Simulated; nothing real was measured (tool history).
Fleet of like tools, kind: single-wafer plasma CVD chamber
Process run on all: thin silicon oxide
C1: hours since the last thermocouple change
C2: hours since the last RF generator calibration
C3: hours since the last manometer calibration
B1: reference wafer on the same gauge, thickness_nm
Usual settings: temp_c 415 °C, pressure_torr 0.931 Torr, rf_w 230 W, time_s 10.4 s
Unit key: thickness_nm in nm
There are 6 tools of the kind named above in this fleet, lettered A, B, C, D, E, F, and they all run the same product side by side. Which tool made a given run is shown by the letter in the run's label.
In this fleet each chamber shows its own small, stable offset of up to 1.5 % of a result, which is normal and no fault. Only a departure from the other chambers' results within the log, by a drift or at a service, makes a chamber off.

Run 1E, hour 5.3: usual settings; C1 699.8; C2 27.9; C3 382.8; B1 17.105. Result: thickness_nm 18.992 nm.
Run 2D, hour 17: usual settings; C1 1259.3; C2 562.6; C3 181.2; B1 17.1. Result: thickness_nm 18.877 nm.
Run 3F, hour 22.4: usual settings; C1 504.2; C2 1663.7; C3 2372.9; B1 17.11. Result: thickness_nm 19.174 nm.
Run 4C, hour 29.5: usual settings; C1 880.8; C2 717.8; C3 763.5; B1 17.088. Result: thickness_nm 19.216 nm.
Run 5B, hour 41.3: usual settings but temp_c 428 °C, pressure_torr 1.094 Torr; C1 676.5; C2 216.4; C3 1147.9; B1 17.096. Result: thickness_nm 21.345 nm.
Run 6A, hour 46.6: usual settings but temp_c 428 °C, pressure_torr 1.094 Torr; C1 1151; C2 307.2; C3 841.8; B1 17.104. Result: thickness_nm 21.565 nm.
Run 7F, hour 52.6: usual settings but temp_c 428 °C, pressure_torr 1.094 Torr; C1 534.4; C2 1693.9; C3 2403.1; B1 17.12. Result: thickness_nm 21.223 nm.
At hour 57: chamber F: RF generator calibrated.
Run 8D, hour 59.7: usual settings but temp_c 428 °C, pressure_torr 1.094 Torr; C1 1302; C2 605.3; C3 223.9; B1 17.132. Result: thickness_nm 21.211 nm.
At hour 65.9: chamber C: RF generator calibrated.
Run 9C, hour 70.6: usual settings but temp_c 428 °C, pressure_torr 1.094 Torr; C1 921.9; C2 4.8; C3 804.6; B1 17.098. Result: thickness_nm 21.258 nm.
Run 10B, hour 82.4: usual settings but temp_c 428 °C, pressure_torr 1.094 Torr; C1 717.6; C2 257.5; C3 1189; B1 17.105. Result: thickness_nm 21.235 nm.
Run 11E, hour 93.1: usual settings; C1 787.6; C2 115.7; C3 470.6; B1 17.11. Result: thickness_nm 18.995 nm.
Run 12A, hour 102.9: usual settings; C1 1207.3; C2 363.5; C3 898.1; B1 17.117. Result: thickness_nm 19.325 nm.
Run 13F, hour 113: usual settings; C1 594.8; C2 56.1; C3 2463.5; B1 17.083. Result: thickness_nm 19.128 nm.
Run 14E, hour 120.9: usual settings; C1 815.4; C2 143.5; C3 498.4; B1 17.073. Result: thickness_nm 19.099 nm.
Run 15D, hour 130.2: usual settings; C1 1372.5; C2 675.8; C3 294.4; B1 17.099. Result: thickness_nm 18.955 nm.
Run 16A, hour 139.3: usual settings; C1 1243.7; C2 399.9; C3 934.5; B1 17.103. Result: thickness_nm 19.387 nm.
Run 17B, hour 145.4: usual settings but rf_w 190 W; C1 780.6; C2 320.5; C3 1252; B1 17.108. Result: thickness_nm 17.288 nm.
Run 18C, hour 152.7: usual settings but rf_w 190 W; C1 1004; C2 86.9; C3 886.7; B1 17.101. Result: thickness_nm 17.374 nm.
Run 19B, hour 161.4: usual settings but rf_w 190 W; C1 796.6; C2 336.5; C3 1268; B1 17.101. Result: thickness_nm 17.318 nm.
Run 20D, hour 170.6: usual settings but rf_w 190 W; C1 1412.9; C2 716.2; C3 334.8; B1 17.097. Result: thickness_nm 17.347 nm.
Run 21E, hour 181.2: usual settings but rf_w 190 W; C1 875.7; C2 203.8; C3 558.7; B1 17.088. Result: thickness_nm 17.377 nm.
Run 22F, hour 192.1: usual settings but rf_w 190 W; C1 673.9; C2 135.2; C3 2542.6; B1 17.105. Result: thickness_nm 17.304 nm.
Run 23C, hour 199.8: usual settings; C1 1051.1; C2 134; C3 933.8; B1 17.108. Result: thickness_nm 19.104 nm.
Run 24A, hour 205.7: usual settings; C1 1310.1; C2 466.3; C3 1000.9; B1 17.096. Result: thickness_nm 19.297 nm.
Run 25E, hour 212.1: usual settings; C1 906.6; C2 234.7; C3 589.6; B1 17.108. Result: thickness_nm 18.923 nm.
Run 26C, hour 219.7: usual settings; C1 1071; C2 153.9; C3 953.7; B1 17.102. Result: thickness_nm 19.264 nm.
Run 27B, hour 227.3: usual settings but time_s 8.4 s; C1 862.5; C2 402.4; C3 1333.9; B1 17.1. Result: thickness_nm 15.319 nm.
Run 28F, hour 234.9: usual settings but time_s 8.4 s; C1 716.7; C2 178; C3 2585.4; B1 17.109. Result: thickness_nm 15.269 nm.
Run 29A, hour 240.3: usual settings but time_s 8.4 s; C1 1344.7; C2 500.9; C3 1035.5; B1 17.091. Result: thickness_nm 15.624 nm.
Run 30D, hour 250.7: usual settings but time_s 8.4 s; C1 1493; C2 796.3; C3 414.9; B1 17.106. Result: thickness_nm 15.317 nm.
Run 31F, hour 255.8: usual settings but time_s 8.4 s; C1 737.6; C2 198.9; C3 2606.3; B1 17.087. Result: thickness_nm 15.477 nm.
At hour 266.2: chamber D: RF generator calibrated.
Run 32B, hour 267.4: usual settings but time_s 8.4 s; C1 902.6; C2 442.5; C3 1374; B1 17.101. Result: thickness_nm 15.363 nm.
Run 33D, hour 276.8: usual settings; C1 1519.1; C2 10.6; C3 441; B1 17.124. Result: thickness_nm 19.089 nm.
Run 34E, hour 287.7: usual settings; C1 982.2; C2 310.3; C3 665.2; B1 17.104. Result: thickness_nm 19.078 nm.
Run 35A, hour 295.8: usual settings; C1 1400.2; C2 556.4; C3 1091; B1 17.093. Result: thickness_nm 19.375 nm.
Run 36C, hour 302.2: usual settings; C1 1153.5; C2 236.4; C3 1036.2; B1 17.086. Result: thickness_nm 19.202 nm.
Run 37F, hour 311.1: usual settings; C1 792.9; C2 254.2; C3 2661.6; B1 17.085. Result: thickness_nm 18.911 nm.
Run 38E, hour 321.8: usual settings; C1 1016.3; C2 344.4; C3 699.3; B1 17.085. Result: thickness_nm 19.009 nm.
Run 39C, hour 329.6: usual settings; C1 1180.9; C2 263.8; C3 1063.6; B1 17.107. Result: thickness_nm 19.2 nm.
Run 40B, hour 334.9: usual settings; C1 970.1; C2 510; C3 1441.5; B1 17.097. Result: thickness_nm 19.072 nm.
Run 41A, hour 342.5: usual settings; C1 1446.9; C2 603.1; C3 1137.7; B1 17.091. Result: thickness_nm 19.322 nm.

Read the log: is a single chamber off, either drifting away or since a service, is the gauge that measures every chamber drifting, or is nothing wrong beyond small per-chamber offsets? Name any odd chamber and what most likely caused it.

All chambers stay in line apart from their small fixed offsets, and the gauge does not drift.

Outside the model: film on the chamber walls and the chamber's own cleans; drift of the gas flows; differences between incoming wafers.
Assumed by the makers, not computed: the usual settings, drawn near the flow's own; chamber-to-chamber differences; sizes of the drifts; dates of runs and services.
